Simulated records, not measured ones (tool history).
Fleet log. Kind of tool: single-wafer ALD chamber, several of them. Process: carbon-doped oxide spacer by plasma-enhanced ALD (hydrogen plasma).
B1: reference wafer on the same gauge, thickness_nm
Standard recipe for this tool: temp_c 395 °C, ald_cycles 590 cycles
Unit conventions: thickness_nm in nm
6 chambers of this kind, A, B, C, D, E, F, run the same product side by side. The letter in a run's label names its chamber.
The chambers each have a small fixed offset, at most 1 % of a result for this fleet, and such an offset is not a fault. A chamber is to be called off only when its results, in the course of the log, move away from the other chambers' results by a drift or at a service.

run 1C day=0.146 | temp_c=395 ald_cycles=590 | B1=28.309 | thickness_nm=29.8
run 2A day=0.412 | temp_c=395 ald_cycles=590 | B1=28.31 | thickness_nm=29.341
run 3D day=0.625 | temp_c=395 ald_cycles=590 | B1=28.302 | thickness_nm=29.609
run 4E day=0.767 | temp_c=395 ald_cycles=590 | B1=28.319 | thickness_nm=29.601
run 5F day=0.971 | temp_c=395 ald_cycles=590 | B1=28.312 | thickness_nm=29.424
run 6B day=1.15 | temp_c=395 ald_cycles=590 | B1=28.32 | thickness_nm=29.633
-- day=1.258 chamber F: thermocouple changed; heater temperature recalibrated
run 7F day=1.308 | temp_c=395 ald_cycles=590 | B1=28.323 | thickness_nm=29.538
-- day=1.338 chamber C: thermocouple changed; heater temperature recalibrated
run 8B day=1.512 | temp_c=395 ald_cycles=590 | B1=28.311 | thickness_nm=29.722
run 9A day=1.779 | temp_c=395 ald_cycles=590 | B1=28.329 | thickness_nm=29.362
run 10C day=2.046 | temp_c=395 ald_cycles=590 | B1=28.327 | thickness_nm=29.794
run 11D day=2.346 | temp_c=395 ald_cycles=590 | B1=28.319 | thickness_nm=29.673
run 12E day=2.55 | temp_c=395 ald_cycles=590 | B1=28.341 | thickness_nm=29.582
run 13A day=2.725 | temp_c=395 ald_cycles=590 | B1=28.335 | thickness_nm=29.352
run 14D day=2.958 | temp_c=395 ald_cycles=590 | B1=28.336 | thickness_nm=29.691
run 15E day=3.167 | temp_c=390 ald_cycles=493 | B1=28.349 | thickness_nm=24.708
run 16C day=3.442 | temp_c=390 ald_cycles=493 | B1=28.352 | thickness_nm=24.907
run 17B day=3.596 | temp_c=390 ald_cycles=493 | B1=28.346 | thickness_nm=24.87
run 18F day=3.9 | temp_c=390 ald_cycles=493 | B1=28.35 | thickness_nm=24.709
run 19C day=4.125 | temp_c=390 ald_cycles=493 | B1=28.364 | thickness_nm=24.923
run 20E day=4.429 | temp_c=390 ald_cycles=493 | B1=28.364 | thickness_nm=24.761
run 21B day=4.679 | temp_c=395 ald_cycles=590 | B1=28.372 | thickness_nm=29.712
run 22A day=4.821 | temp_c=395 ald_cycles=590 | B1=28.362 | thickness_nm=29.433
run 23D day=4.983 | temp_c=387 ald_cycles=696 | B1=28.37 | thickness_nm=35.072
run 24F day=5.171 | temp_c=387 ald_cycles=696 | B1=28.365 | thickness_nm=34.85
run 25E day=5.433 | temp_c=387 ald_cycles=696 | B1=28.38 | thickness_nm=34.969
run 26B day=5.712 | temp_c=387 ald_cycles=696 | B1=28.386 | thickness_nm=35.195
run 27D day=5.988 | temp_c=387 ald_cycles=696 | B1=28.387 | thickness_nm=35.103
run 28F day=6.175 | temp_c=387 ald_cycles=696 | B1=28.382 | thickness_nm=34.99
run 29C day=6.396 | temp_c=395 ald_cycles=590 | B1=28.386 | thickness_nm=29.916
run 30A day=6.688 | temp_c=395 ald_cycles=590 | B1=28.389 | thickness_nm=29.437
run 31B day=6.921 | temp_c=395 ald_cycles=590 | B1=28.401 | thickness_nm=29.87
run 32C day=7.133 | temp_c=395 ald_cycles=590 | B1=28.396 | thickness_nm=29.918
run 33A day=7.296 | temp_c=395 ald_cycles=590 | B1=28.403 | thickness_nm=29.49
run 34F day=7.446 | temp_c=395 ald_cycles=590 | B1=28.409 | thickness_nm=29.61
run 35D day=7.579 | temp_c=395 ald_cycles=590 | B1=28.404 | thickness_nm=29.818
run 36E day=7.812 | temp_c=395 ald_cycles=590 | B1=28.405 | thickness_nm=29.646
run 37C day=8.092 | temp_c=395 ald_cycles=590 | B1=28.421 | thickness_nm=29.88
run 38D day=8.275 | temp_c=395 ald_cycles=590 | B1=28.424 | thickness_nm=29.792
run 39E day=8.567 | temp_c=395 ald_cycles=590 | B1=28.414 | thickness_nm=29.668
run 40F day=8.808 | temp_c=395 ald_cycles=590 | B1=28.424 | thickness_nm=29.654
run 41A day=8.971 | temp_c=407 ald_cycles=643 | B1=28.423 | thickness_nm=30.935
run 42B day=9.15 | temp_c=407 ald_cycles=643 | B1=28.426 | thickness_nm=31.322
run 43D day=9.346 | temp_c=407 ald_cycles=643 | B1=28.432 | thickness_nm=31.689
run 44A day=9.575 | temp_c=407 ald_cycles=643 | B1=28.44 | thickness_nm=30.956

Predict what each chamber gives when all 6 of them run the settings below next.
run 45A day=9.796 | temp_c=395 ald_cycles=590 | thickness_nm=?
run 45B day=9.796 | temp_c=395 ald_cycles=590 | thickness_nm=?
run 45C day=9.796 | temp_c=395 ald_cycles=590 | thickness_nm=?
run 45D day=9.796 | temp_c=395 ald_cycles=590 | thickness_nm=?
run 45E day=9.796 | temp_c=395 ald_cycles=590 | thickness_nm=?
run 45F day=9.796 | temp_c=395 ald_cycles=590 | thickness_nm=?

run=45A thickness_nm=29.428
run=45B thickness_nm=29.801
run=45C thickness_nm=29.966
run=45D thickness_nm=29.878
run=45E thickness_nm=29.75
run=45F thickness_nm=29.646
